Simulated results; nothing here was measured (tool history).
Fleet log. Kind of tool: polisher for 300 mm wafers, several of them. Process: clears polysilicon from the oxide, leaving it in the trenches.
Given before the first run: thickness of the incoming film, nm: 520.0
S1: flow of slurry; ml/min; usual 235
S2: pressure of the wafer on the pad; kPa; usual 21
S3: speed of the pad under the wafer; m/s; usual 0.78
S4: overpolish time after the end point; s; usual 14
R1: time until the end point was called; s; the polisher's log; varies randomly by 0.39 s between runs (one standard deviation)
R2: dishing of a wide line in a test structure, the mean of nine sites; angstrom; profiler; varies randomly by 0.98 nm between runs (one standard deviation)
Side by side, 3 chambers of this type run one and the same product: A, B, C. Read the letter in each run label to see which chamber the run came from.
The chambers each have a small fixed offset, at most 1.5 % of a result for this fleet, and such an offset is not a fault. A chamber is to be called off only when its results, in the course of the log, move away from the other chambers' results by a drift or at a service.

run	day	S1	S2	S3	S4	R1	R2
# day 0.067: chamber A: worn pad replaced by a new one
1C	0.408	235	21	0.78	14	36.875	466.88
# day 0.562: chamber C: worn pad replaced by a new one
2B	0.812	235	21	0.78	14	37.301	465.7
3A	1.062	235	21	0.78	14	37.12	464.52
# day 1.096: chamber B: worn pad replaced by a new one
4B	1.4	235	21	0.78	14	37.004	470.46
5A	1.725	235	21	0.78	14	37.503	457.68
6C	2.112	235	21	0.78	14	37.187	444.51
7B	2.512	235	21	0.78	14	37.488	468.27
8A	2.725	235	21	0.78	14	37.746	462.18
# day 2.746: chamber B: worn pad replaced by a new one
9C	3.15	235	21	0.62	9	47.229	413.75
10C	3.45	235	21	0.62	9	47.265	410.99
# day 3.5: chamber A: slurry nozzle cleaned
11B	3.733	235	21	0.62	9	47.364	417.06
# day 3.788: chamber B: head pressure recalibrated
12A	3.938	235	21	0.78	14	37.175	453.31
# day 4.088: chamber A: head pressure recalibrated
# day 4.321: chamber B: worn pad replaced by a new one
# day 4.354: chamber A: worn pad replaced by a new one
13C	4.408	235	21	0.78	14	37.907	459.27
# day 4.446: chamber C: worn pad replaced by a new one
14A	4.633	235	21	0.78	14	37.686	434.3
15B	5.029	235	21	0.78	14	36.393	464.93
# day 5.238: chamber C: head pressure recalibrated
16B	5.421	235	21	0.78	14	37.161	464.24
17A	5.825	235	21	0.78	14	36.732	448.73
18C	6.075	235	21	0.78	14	37.733	468.64
# day 6.079: chamber B: worn pad replaced by a new one
19A	6.538	235	21	0.78	14	37.158	455.21
20B	6.75	235	21	0.78	14	37.348	476.91
21C	7.154	235	21	0.78	14	37.65	462.76
22A	7.442	235	21	0.78	14	37.027	466.4
23C	7.692	235	21	0.78	14	37.666	458.2

Read the log: is a single chamber off, either drifting away or since a service, is the gauge that measures every chamber drifting, or is nothing wrong beyond small per-chamber offsets? Name any odd chamber and what most likely caused it.

Beyond each chamber's small constant offset nothing stands out, and the gauge stays steady.
